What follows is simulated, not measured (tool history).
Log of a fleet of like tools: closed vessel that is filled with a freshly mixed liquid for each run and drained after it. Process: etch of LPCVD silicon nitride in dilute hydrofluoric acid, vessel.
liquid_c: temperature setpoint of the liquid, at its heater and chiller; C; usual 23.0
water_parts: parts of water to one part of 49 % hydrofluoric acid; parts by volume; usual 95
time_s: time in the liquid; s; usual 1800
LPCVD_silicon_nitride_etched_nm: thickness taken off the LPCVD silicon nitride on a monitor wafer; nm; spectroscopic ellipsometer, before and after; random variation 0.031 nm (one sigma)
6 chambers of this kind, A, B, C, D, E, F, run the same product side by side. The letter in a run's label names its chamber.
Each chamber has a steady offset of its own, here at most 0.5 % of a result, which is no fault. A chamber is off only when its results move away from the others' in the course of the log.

run,hour,liquid_c,water_parts,time_s,"read-back film thickness of the LPCVD silicon nitride reference wafer, read on the same gauge (nm)",LPCVD_silicon_nitride_etched_nm
1C,4.8,23.0,95,1800,89.999,8.5818
2A,8.4,23.0,95,1800,90.022,8.5592
3D,13.4,23.0,95,1800,89.966,8.6149
4E,17.7,23.0,95,1800,90.007,8.5690
5F,21.3,23.0,95,905,89.997,4.3058
6B,25.0,23.0,95,905,89.980,4.3002
7C,28.1,23.0,95,905,90.051,4.2850
8A,32.6,23.0,95,905,90.023,4.3111
9E,37.3,23.0,95,905,89.945,4.3144
10B,40.7,23.0,95,905,90.034,4.2877
11F,45.3,23.0,95,1800,90.005,8.6068
12D,48.2,23.0,95,1800,90.000,8.6620
13F,51.3,23.0,135,1075,89.956,3.6131
14A,55.1,23.0,135,1075,89.974,3.6286
15E,58.9,23.0,135,1075,89.956,3.6260
16C,61.8,23.0,135,1075,89.983,3.6213
17B,66.2,23.0,135,1075,90.005,3.5930
18D,71.0,23.0,135,1075,89.964,3.6116
19C,75.4,23.0,95,1800,90.010,8.5456
20D,79.1,23.0,75,1800,89.975,10.8780
21B,81.9,23.0,75,1800,89.957,10.7780
22A,84.2,23.0,75,1800,89.990,10.8400
23E,89.0,23.0,75,1800,90.029,10.8020
24F,92.5,23.0,75,1800,89.951,10.7870
25C,97.2,23.0,75,1800,89.994,10.7500
26B,102.1,23.0,95,1800,90.000,8.4905
27A,106.6,23.0,95,1800,90.004,8.6007
28E,111.2,23.0,95,1800,90.006,8.5449
29F,114.1,23.0,95,1800,89.996,8.6055
30D,116.9,23.0,95,1800,89.980,8.5566
31C,119.7,23.0,95,1800,89.966,8.5457
32D,123.9,23.0,95,1800,90.010,8.6229
33B,127.7,18.5,65,1800,90.002,9.1545
34E,131.2,18.5,65,1800,90.029,9.1270
35F,135.9,18.5,65,1800,90.006,9.1994
36A,139.2,18.5,65,1800,90.059,9.1929
37E,142.2,18.5,65,1800,89.992,9.0714

All 6 chambers run these settings next. Forecast each chamber's results:
38A,145.9,23.0,95,1800,,?
38B,145.9,23.0,95,1800,,?
38C,145.9,23.0,95,1800,,?
38D,145.9,23.0,95,1800,,?
38E,145.9,23.0,95,1800,,?
38F,145.9,23.0,95,1800,,?

run,LPCVD_silicon_nitride_etched_nm
38A,8.5864
38B,8.5307
38C,8.5298
38D,8.6156
38E,8.6045
38F,8.5876

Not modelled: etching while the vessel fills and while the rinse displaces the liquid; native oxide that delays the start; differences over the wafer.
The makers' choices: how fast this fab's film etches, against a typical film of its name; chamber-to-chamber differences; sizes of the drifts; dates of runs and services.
